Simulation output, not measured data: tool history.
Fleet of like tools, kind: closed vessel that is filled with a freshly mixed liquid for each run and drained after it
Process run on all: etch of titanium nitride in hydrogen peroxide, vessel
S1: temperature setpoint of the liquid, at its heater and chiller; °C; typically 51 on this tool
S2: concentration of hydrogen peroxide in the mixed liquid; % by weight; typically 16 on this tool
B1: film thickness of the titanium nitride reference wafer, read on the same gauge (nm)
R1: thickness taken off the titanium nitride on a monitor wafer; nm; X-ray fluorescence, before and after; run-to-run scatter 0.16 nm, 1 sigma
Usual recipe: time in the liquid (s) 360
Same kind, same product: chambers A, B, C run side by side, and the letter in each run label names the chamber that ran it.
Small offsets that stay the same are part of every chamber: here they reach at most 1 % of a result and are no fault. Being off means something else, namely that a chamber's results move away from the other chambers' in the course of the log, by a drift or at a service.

Run 1B, day 0.492: usual settings; B1 39.984. Result: R1 21.276 nm.
Run 2C, day 0.867: usual settings; B1 40.005. Result: R1 21.371 nm.
Run 3A, day 1.346: usual settings; B1 39.983. Result: R1 21.353 nm.
Run 4A, day 1.733: usual settings; B1 40.003. Result: R1 21.319 nm.
Run 5C, day 2.05: usual settings but S2 18 % by weight; B1 39.965. Result: R1 21.677 nm.
Run 6B, day 2.342: usual settings but S2 18 % by weight; B1 39.992. Result: R1 21.82 nm.
Run 7B, day 2.7: usual settings but S2 18 % by weight; B1 39.994. Result: R1 21.903 nm.
At day 3.096: chamber B: new drum of peroxide connected.
Run 8C, day 3.125: usual settings; B1 40.027. Result: R1 21.045 nm.
Run 9A, day 3.392: usual settings; B1 39.982. Result: R1 21.201 nm.
Run 10B, day 3.675: usual settings; B1 39.987. Result: R1 21.279 nm.
Run 11A, day 3.946: usual settings; B1 40.008. Result: R1 21.183 nm.
Run 12C, day 4.321: usual settings; B1 40.002. Result: R1 21.189 nm.
Run 13A, day 4.546: usual settings; B1 39.999. Result: R1 21.216 nm.
Run 14B, day 4.929: usual settings but S2 12 % by weight; B1 39.996. Result: R1 20.434 nm.
Run 15C, day 5.183: usual settings but S2 12 % by weight; B1 39.968. Result: R1 20.064 nm.
Run 16B, day 5.675: usual settings but S2 12 % by weight; B1 39.975. Result: R1 20.22 nm.
Run 17C, day 5.975: usual settings; B1 39.992. Result: R1 21.451 nm.
At day 6.075: chamber C: peroxide flow meter replaced.
Run 18A, day 6.396: usual settings; B1 40.017. Result: R1 21.276 nm.
Run 19B, day 6.683: usual settings; B1 40.028. Result: R1 21.464 nm.
Run 20C, day 7.121: usual settings; B1 39.983. Result: R1 21.424 nm.
Run 21A, day 7.6: usual settings; B1 39.992. Result: R1 21.293 nm.
Run 22B, day 7.962: usual settings; B1 40.001. Result: R1 21.008 nm.
Run 23C, day 8.412: usual settings; B1 39.972. Result: R1 21.329 nm.
Run 24A, day 8.762: usual settings; B1 39.995. Result: R1 21.213 nm.
Run 25B, day 9.254: usual settings but S2 13 % by weight, time in the liquid (s) 480; B1 39.982. Result: R1 26.551 nm.
Run 26C, day 9.483: usual settings but S2 13 % by weight, time in the liquid (s) 480; B1 40.013. Result: R1 27.298 nm.
Run 27A, day 9.738: usual settings but S2 13 % by weight, time in the liquid (s) 480; B1 40.025. Result: R1 26.63 nm.
At day 9.838: chamber A: peroxide flow meter replaced.
Run 28A, day 10.112: usual settings but time in the liquid (s) 435; B1 39.988. Result: R1 25.742 nm.
At day 10.121: chamber C: thermometer replaced.
Run 29C, day 10.517: usual settings but time in the liquid (s) 435; B1 39.988. Result: R1 25.892 nm.
Run 30B, day 10.971: usual settings but time in the liquid (s) 435; B1 39.969. Result: R1 25.219 nm.
Run 31A, day 11.283: usual settings; B1 40.009. Result: R1 21.127 nm.
Run 32B, day 11.517: usual settings; B1 40.05. Result: R1 20.723 nm.
Run 33C, day 11.775: usual settings; B1 39.992. Result: R1 21.554 nm.
Run 34B, day 12.217: usual settings; B1 39.994. Result: R1 20.975 nm.
Run 35C, day 12.533: usual settings but S2 12.5 % by weight; B1 39.974. Result: R1 20.263 nm.
Run 36A, day 13.062: usual settings but S2 12.5 % by weight; B1 39.977. Result: R1 20.373 nm.
Run 37B, day 13.417: usual settings but S2 12.5 % by weight; B1 39.995. Result: R1 19.619 nm.
Run 38C, day 13.817: usual settings but time in the liquid (s) 270; B1 39.992. Result: R1 16.227 nm.
Run 39A, day 14.271: usual settings but time in the liquid (s) 270; B1 40.025. Result: R1 16.042 nm.
Run 40C, day 14.629: usual settings but time in the liquid (s) 270; B1 40.032. Result: R1 16.073 nm.

All chambers now run identical settings, listed one chamber a line with results as question marks. What results will each chamber show?
Run 41A, day 15.004: usual settings. Result: R1 ?.
Run 41B, day 15.004: usual settings. Result: R1 ?.
Run 41C, day 15.004: usual settings. Result: R1 ?.

run      R1
41A  21.066
41B  20.338
41C  21.429
